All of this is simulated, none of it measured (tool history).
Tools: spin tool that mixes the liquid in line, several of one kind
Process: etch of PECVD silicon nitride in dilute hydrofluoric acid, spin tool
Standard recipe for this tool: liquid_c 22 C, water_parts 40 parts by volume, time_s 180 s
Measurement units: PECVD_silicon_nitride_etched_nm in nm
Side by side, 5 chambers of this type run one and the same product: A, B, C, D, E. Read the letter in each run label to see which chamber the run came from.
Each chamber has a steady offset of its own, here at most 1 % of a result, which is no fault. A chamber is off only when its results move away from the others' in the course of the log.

| run | day | liquid_c | water_parts | time_s | read-back film thickness of the PECVD silicon nitride reference wafer, read on the same gauge (nm) | PECVD_silicon_nitride_etched_nm |
|---|---|---|---|---|---|---|
| 1D | 0.475 | 22 | 40 | 180 | 40.018 | 9.7913 |
| 2A | 1.088 | 22 | 40 | 180 | 39.999 | 9.7007 |
| 3E | 1.642 | 22 | 40 | 180 | 40.001 | 9.6950 |
| 4B | 2.138 | 22 | 40 | 180 | 40.011 | 9.7723 |
| 5C | 2.462 | 22 | 40 | 180 | 40.004 | 9.7583 |
| 6E | 2.779 | 22 | 40 | 180 | 39.990 | 9.7675 |
| 7A | 3.196 | 22 | 40 | 180 | 39.997 | 9.6748 |
| 8C | 3.771 | 22 | 40 | 180 | 40.003 | 9.7417 |
| 9B | 4.212 | 22 | 40 | 180 | 39.996 | 9.6279 |
| 10D | 4.842 | 22 | 40 | 180 | 39.992 | 9.7828 |
|  | 4.871 | chamber E: thermometer replaced |
|  | 5.238 | chamber C: thermometer replaced |
| 11A | 5.388 | 22 | 40 | 180 | 40.004 | 9.6744 |
| 12B | 5.938 | 22 | 40 | 180 | 40.009 | 9.7163 |
| 13D | 6.446 | 18 | 40 | 230 | 40.008 | 9.4234 |
| 14C | 6.812 | 18 | 40 | 230 | 39.993 | 9.3019 |
| 15E | 7.396 | 18 | 40 | 230 | 40.020 | 9.4314 |
| 16B | 7.700 | 18 | 40 | 230 | 39.997 | 9.4489 |
| 17D | 8.196 | 18 | 40 | 230 | 40.002 | 9.4926 |
| 18A | 8.804 | 22 | 40 | 180 | 40.024 | 9.7104 |
| 19C | 9.283 | 22 | 40 | 180 | 39.999 | 9.4455 |
| 20E | 9.896 | 22 | 40 | 180 | 40.025 | 9.6647 |
| 21A | 10.179 | 22 | 40 | 180 | 40.008 | 9.6917 |
| 22C | 10.596 | 22 | 40 | 180 | 40.012 | 9.3712 |
| 23B | 11.108 | 22 | 40 | 180 | 40.001 | 9.6554 |
| 24D | 11.633 | 22 | 40 | 180 | 39.996 | 9.8577 |
| 25E | 12.179 | 22 | 40 | 180 | 40.004 | 9.6883 |
| 26B | 12.538 | 22 | 40 | 180 | 39.999 | 9.6193 |
| 27C | 12.829 | 22 | 40 | 180 | 40.001 | 9.2803 |
| 28E | 13.146 | 22 | 40 | 235 | 40.005 | 12.6630 |
| 29A | 13.488 | 22 | 40 | 235 | 40.001 | 12.4820 |
| 30D | 13.838 | 22 | 40 | 235 | 39.996 | 12.7270 |
|  | 13.854 | chamber A: hydrofluoric acid flow meter replaced |
| 31A | 14.275 | 22 | 40 | 235 | 39.999 | 12.7120 |
| 32C | 14.850 | 22 | 40 | 235 | 39.996 | 12.0110 |

One chamber off, gauge drift, or nothing amiss beyond the chambers' own small offsets? If it is a chamber, which one, and what is the likeliest cause?

Little by little, chamber C moves away from the other chambers.
Cause: hydrofluoric acid flow below the setpoint (%) = 6.3.

Chamber C could run next with any of the 4 candidate recipes listed below; each alters the usual settings, and their results appear as question marks. Which one brings its results back in line with what the other chambers deliver on the usual settings?
In-line tolerance around the mean of the other chambers on the usual settings: PECVD_silicon_nitride_etched_nm 0.1900 nm
| 33C-1 | 15.300 | 22.0 | 40 | 170 |  | ? |
| 33C-2 | 15.300 | 21.5 | 40 | 170 |  | ? |
| 33C-3 | 15.300 | 22.5 | 40 | 190 |  | ? |
| 33C-4 | 15.300 | 22.0 | 40 | 190 |  | ? |

On the usual settings, the other chambers give on average: PECVD_silicon_nitride_etched_nm 9.7101 nm
| run | PECVD_silicon_nitride_etched_nm |
|---|---|
| 33C-1 | 8.6926 |
| 33C-2 | 8.3986 |
| 33C-3 | 10.0540 |
| 33C-4 | 9.7153 |
It is 33C-4 that realigns the chamber with its peers.
